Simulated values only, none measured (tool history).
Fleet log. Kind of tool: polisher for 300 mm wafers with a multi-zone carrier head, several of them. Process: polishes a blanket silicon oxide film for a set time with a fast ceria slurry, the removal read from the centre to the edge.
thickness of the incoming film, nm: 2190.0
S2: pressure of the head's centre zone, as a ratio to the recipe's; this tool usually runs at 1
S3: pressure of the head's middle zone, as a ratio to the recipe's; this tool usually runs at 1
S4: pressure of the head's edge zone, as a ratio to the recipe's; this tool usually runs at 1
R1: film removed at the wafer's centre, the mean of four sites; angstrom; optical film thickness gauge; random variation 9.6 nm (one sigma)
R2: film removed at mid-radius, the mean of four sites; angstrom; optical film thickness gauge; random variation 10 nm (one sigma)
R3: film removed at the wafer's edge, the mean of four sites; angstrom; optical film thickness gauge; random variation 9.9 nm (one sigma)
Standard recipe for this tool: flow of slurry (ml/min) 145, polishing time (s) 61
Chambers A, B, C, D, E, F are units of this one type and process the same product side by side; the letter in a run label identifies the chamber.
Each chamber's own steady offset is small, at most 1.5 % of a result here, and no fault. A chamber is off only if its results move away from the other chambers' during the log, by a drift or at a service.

{"run": "1F", "day": 0.275, "flow of slurry (ml/min)": 145, "S2": 1, "S3": 1, "S4": 1, "polishing time (s)": 61, "R1": 7335, "R2": 7284.1, "R3": 7236.1}
{"run": "2C", "day": 0.55, "flow of slurry (ml/min)": 145, "S2": 1, "S3": 1, "S4": 1, "polishing time (s)": 61, "R1": 7299.1, "R2": 7449.7, "R3": 7346.2}
{"day": 0.612, "done": "chamber B: worn pad replaced by a new one"}
{"run": "3A", "day": 0.712, "flow of slurry (ml/min)": 145, "S2": 1, "S3": 1, "S4": 1, "polishing time (s)": 61, "R1": 7385.5, "R2": 7311.1, "R3": 7372}
{"run": "4B", "day": 0.958, "flow of slurry (ml/min)": 145, "S2": 1, "S3": 1, "S4": 1, "polishing time (s)": 61, "R1": 7433.2, "R2": 7143.6, "R3": 7448.2}
{"run": "5D", "day": 1.167, "flow of slurry (ml/min)": 145, "S2": 1, "S3": 1, "S4": 1, "polishing time (s)": 61, "R1": 7367.2, "R2": 7026.5, "R3": 7346.2}
{"day": 1.171, "done": "chamber C: worn pad replaced by a new one"}
{"run": "6E", "day": 1.512, "flow of slurry (ml/min)": 145, "S2": 1, "S3": 1, "S4": 1, "polishing time (s)": 61, "R1": 7454.7, "R2": 7132.5, "R3": 7481.8}
{"day": 1.608, "done": "chamber F: edge zone pressure recalibrated"}
{"run": "7E", "day": 1.808, "flow of slurry (ml/min)": 145, "S2": 1, "S3": 1, "S4": 1, "polishing time (s)": 61, "R1": 7265.9, "R2": 7175.2, "R3": 7589.3}
{"day": 1.942, "done": "chamber D: slurry nozzle cleaned"}
{"day": 2.025, "done": "chamber C: centre zone pressure recalibrated"}
{"run": "8F", "day": 2.079, "flow of slurry (ml/min)": 145, "S2": 1, "S3": 1, "S4": 1, "polishing time (s)": 61, "R1": 7513.2, "R2": 7466.2, "R3": 7296.9}
{"run": "9B", "day": 2.354, "flow of slurry (ml/min)": 145, "S2": 1, "S3": 1, "S4": 1, "polishing time (s)": 61, "R1": 7410.8, "R2": 7251.5, "R3": 7501.8}
{"day": 2.467, "done": "chamber E: worn pad replaced by a new one"}
{"run": "10A", "day": 2.567, "flow of slurry (ml/min)": 145, "S2": 1, "S3": 1, "S4": 1, "polishing time (s)": 61, "R1": 7329.8, "R2": 7448.2, "R3": 7218.9}
{"day": 2.671, "done": "chamber D: worn pad replaced by a new one"}
{"run": "11C", "day": 2.896, "flow of slurry (ml/min)": 145, "S2": 1.09, "S3": 1, "S4": 1.1, "polishing time (s)": 61, "R1": 8163.8, "R2": 7299.4, "R3": 7749.4}
{"day": 3.017, "done": "chamber F: worn pad replaced by a new one"}
{"run": "12D", "day": 3.175, "flow of slurry (ml/min)": 145, "S2": 1.09, "S3": 1, "S4": 1.1, "polishing time (s)": 61, "R1": 8092.9, "R2": 7058.5, "R3": 7604}
{"day": 3.392, "done": "chamber A: worn pad replaced by a new one"}
{"run": "13E", "day": 3.467, "flow of slurry (ml/min)": 145, "S2": 1.09, "S3": 1, "S4": 1.1, "polishing time (s)": 61, "R1": 7984.4, "R2": 7290.2, "R3": 7721.3}
{"run": "14D", "day": 3.783, "flow of slurry (ml/min)": 145, "S2": 1.09, "S3": 1, "S4": 1.1, "polishing time (s)": 61, "R1": 7994.4, "R2": 6992.5, "R3": 7678.6}
{"run": "15A", "day": 4.008, "flow of slurry (ml/min)": 145, "S2": 1.09, "S3": 1, "S4": 1.1, "polishing time (s)": 61, "R1": 7862.3, "R2": 7379.9, "R3": 7781.2}
{"day": 4.046, "done": "chamber C: worn pad replaced by a new one"}
{"run": "16C", "day": 4.2, "flow of slurry (ml/min)": 145, "S2": 1.09, "S3": 1, "S4": 1.1, "polishing time (s)": 61, "R1": 7980.5, "R2": 7268.4, "R3": 7685.6}
{"run": "17F", "day": 4.542, "flow of slurry (ml/min)": 145, "S2": 1, "S3": 1, "S4": 1, "polishing time (s)": 61, "R1": 7380, "R2": 7276.4, "R3": 7116.9}
{"day": 4.75, "done": "chamber F: slurry nozzle cleaned"}
{"run": "18B", "day": 4.821, "flow of slurry (ml/min)": 145, "S2": 1, "S3": 1, "S4": 1, "polishing time (s)": 61, "R1": 7196, "R2": 7451.7, "R3": 7359.5}
{"day": 4.95, "done": "chamber E: worn pad replaced by a new one"}
{"run": "19C", "day": 5.046, "flow of slurry (ml/min)": 145, "S2": 1, "S3": 1, "S4": 1, "polishing time (s)": 61, "R1": 7133.2, "R2": 7290.6, "R3": 7428.9}
{"day": 5.058, "done": "chamber B: centre zone pressure recalibrated"}
{"run": "20E", "day": 5.246, "flow of slurry (ml/min)": 145, "S2": 1, "S3": 1, "S4": 1, "polishing time (s)": 61, "R1": 7409.3, "R2": 7321.3, "R3": 7345}
{"run": "21B", "day": 5.492, "flow of slurry (ml/min)": 145, "S2": 1, "S3": 1, "S4": 1, "polishing time (s)": 61, "R1": 7439.2, "R2": 7387.4, "R3": 7315}
{"day": 5.646, "done": "chamber E: slurry nozzle cleaned"}
{"run": "22D", "day": 5.679, "flow of slurry (ml/min)": 145, "S2": 1, "S3": 1, "S4": 1, "polishing time (s)": 61, "R1": 7124.5, "R2": 7199, "R3": 7482.2}
{"run": "23F", "day": 5.904, "flow of slurry (ml/min)": 145, "S2": 1, "S3": 1, "S4": 1, "polishing time (s)": 61, "R1": 7456.3, "R2": 7375.5, "R3": 7362.6}
{"run": "24A", "day": 6.196, "flow of slurry (ml/min)": 145, "S2": 1, "S3": 1, "S4": 1, "polishing time (s)": 61, "R1": 7338.2, "R2": 7461.6, "R3": 7256.1}
{"run": "25A", "day": 6.379, "flow of slurry (ml/min)": 145, "S2": 1, "S3": 1, "S4": 1, "polishing time (s)": 61, "R1": 7309.6, "R2": 7520.2, "R3": 7296.6}
{"day": 6.667, "done": "chamber A: worn pad replaced by a new one"}
{"run": "26C", "day": 6.667, "flow of slurry (ml/min)": 105, "S2": 1, "S3": 1, "S4": 1, "polishing time (s)": 49, "R1": 5374.2, "R2": 5224.2, "R3": 5465.4}
{"day": 6.738, "done": "chamber D: worn pad replaced by a new one"}
{"day": 6.788, "done": "chamber B: worn pad replaced by a new one"}
{"run": "27D", "day": 6.917, "flow of slurry (ml/min)": 105, "S2": 1, "S3": 1, "S4": 1, "polishing time (s)": 49, "R1": 5315.7, "R2": 5409.7, "R3": 5612}
{"day": 6.958, "done": "chamber F: worn pad replaced by a new one"}
{"run": "28B", "day": 7.154, "flow of slurry (ml/min)": 105, "S2": 1, "S3": 1, "S4": 1, "polishing time (s)": 49, "R1": 5393.1, "R2": 5484.2, "R3": 5573.7}
{"run": "29F", "day": 7.321, "flow of slurry (ml/min)": 105, "S2": 1, "S3": 1, "S4": 1, "polishing time (s)": 49, "R1": 5564.2, "R2": 5512.9, "R3": 5680.2}
{"day": 7.396, "done": "chamber E: worn pad replaced by a new one"}
{"day": 7.525, "done": "chamber F: centre zone pressure recalibrated"}
{"day": 7.65, "done": "chamber C: worn pad replaced by a new one"}
{"run": "30E", "day": 7.679, "flow of slurry (ml/min)": 105, "S2": 1, "S3": 1, "S4": 1, "polishing time (s)": 49, "R1": 5363.6, "R2": 5303.6, "R3": 5776}
{"run": "31E", "day": 8.012, "flow of slurry (ml/min)": 105, "S2": 1, "S3": 1, "S4": 1, "polishing time (s)": 49, "R1": 5249, "R2": 5563.3, "R3": 5616.2}
{"run": "32A", "day": 8.188, "flow of slurry (ml/min)": 145, "S2": 1, "S3": 1, "S4": 1, "polishing time (s)": 61, "R1": 7348.2, "R2": 7379.8, "R3": 7311.1}
{"run": "33B", "day": 8.546, "flow of slurry (ml/min)": 145, "S2": 1, "S3": 1, "S4": 1, "polishing time (s)": 61, "R1": 7495.1, "R2": 7532.8, "R3": 7236.6}
{"run": "34C", "day": 8.746, "flow of slurry (ml/min)": 145, "S2": 1, "S3": 1, "S4": 1, "polishing time (s)": 61, "R1": 7093.2, "R2": 6993.1, "R3": 7157.2}
{"run": "35D", "day": 8.996, "flow of slurry (ml/min)": 145, "S2": 1, "S3": 1, "S4": 1, "polishing time (s)": 61, "R1": 7249.6, "R2": 7228, "R3": 7454.4}
{"run": "36F", "day": 9.229, "flow of slurry (ml/min)": 145, "S2": 1, "S3": 1, "S4": 1, "polishing time (s)": 61, "R1": 7361.1, "R2": 7376.1, "R3": 7305.6}
{"run": "37E", "day": 9.579, "flow of slurry (ml/min)": 145, "S2": 1, "S3": 1, "S4": 1, "polishing time (s)": 61, "R1": 7303.9, "R2": 7235.2, "R3": 7489.9}
{"run": "38D", "day": 9.933, "flow of slurry (ml/min)": 145, "S2": 1, "S3": 1, "S4": 1, "polishing time (s)": 61, "R1": 7351.4, "R2": 7270, "R3": 7224.9}
{"day": 9.962, "done": "chamber B: edge zone pressure recalibrated"}
{"day": 9.971, "done": "chamber A: worn pad replaced by a new one"}
{"day": 10.108, "done": "chamber F: worn pad replaced by a new one"}
{"run": "39F", "day": 10.212, "flow of slurry (ml/min)": 145, "S2": 1, "S3": 1, "S4": 1.09, "polishing time (s)": 61, "R1": 7492.4, "R2": 7379.4, "R3": 7785.1}
{"run": "40A", "day": 10.467, "flow of slurry (ml/min)": 145, "S2": 1, "S3": 1, "S4": 1.09, "polishing time (s)": 61, "R1": 7305.4, "R2": 7322.5, "R3": 7648.4}
{"run": "41B", "day": 10.688, "flow of slurry (ml/min)": 145, "S2": 1, "S3": 1, "S4": 1.09, "polishing time (s)": 61, "R1": 7318.8, "R2": 7028.4, "R3": 7690.5}

For the next run the whole fleet of 6 chambers uses the same settings. Give each chamber's results:
{"run": "42A", "day": 10.954, "flow of slurry (ml/min)": 145, "S2": 1, "S3": 0.9, "S4": 1, "polishing time (s)": 61, "R1": "?", "R2": "?", "R3": "?"}
{"run": "42B", "day": 10.954, "flow of slurry (ml/min)": 145, "S2": 1, "S3": 0.9, "S4": 1, "polishing time (s)": 61, "R1": "?", "R2": "?", "R3": "?"}
{"run": "42C", "day": 10.954, "flow of slurry (ml/min)": 145, "S2": 1, "S3": 0.9, "S4": 1, "polishing time (s)": 61, "R1": "?", "R2": "?", "R3": "?"}
{"run": "42D", "day": 10.954, "flow of slurry (ml/min)": 145, "S2": 1, "S3": 0.9, "S4": 1, "polishing time (s)": 61, "R1": "?", "R2": "?", "R3": "?"}
{"run": "42E", "day": 10.954, "flow of slurry (ml/min)": 145, "S2": 1, "S3": 0.9, "S4": 1, "polishing time (s)": 61, "R1": "?", "R2": "?", "R3": "?"}
{"run": "42F", "day": 10.954, "flow of slurry (ml/min)": 145, "S2": 1, "S3": 0.9, "S4": 1, "polishing time (s)": 61, "R1": "?", "R2": "?", "R3": "?"}

run=42A R1=7288 R2=6676.8 R3=7355.4
run=42B R1=7522.4 R2=6485.8 R3=7327.5
run=42C R1=6885.6 R2=6034.7 R3=6925.5
run=42D R1=7216.2 R2=6507.9 R3=7374.6
run=42E R1=7038.5 R2=6647.4 R3=7338.3
run=42F R1=7347.1 R2=6747.9 R3=7324.6

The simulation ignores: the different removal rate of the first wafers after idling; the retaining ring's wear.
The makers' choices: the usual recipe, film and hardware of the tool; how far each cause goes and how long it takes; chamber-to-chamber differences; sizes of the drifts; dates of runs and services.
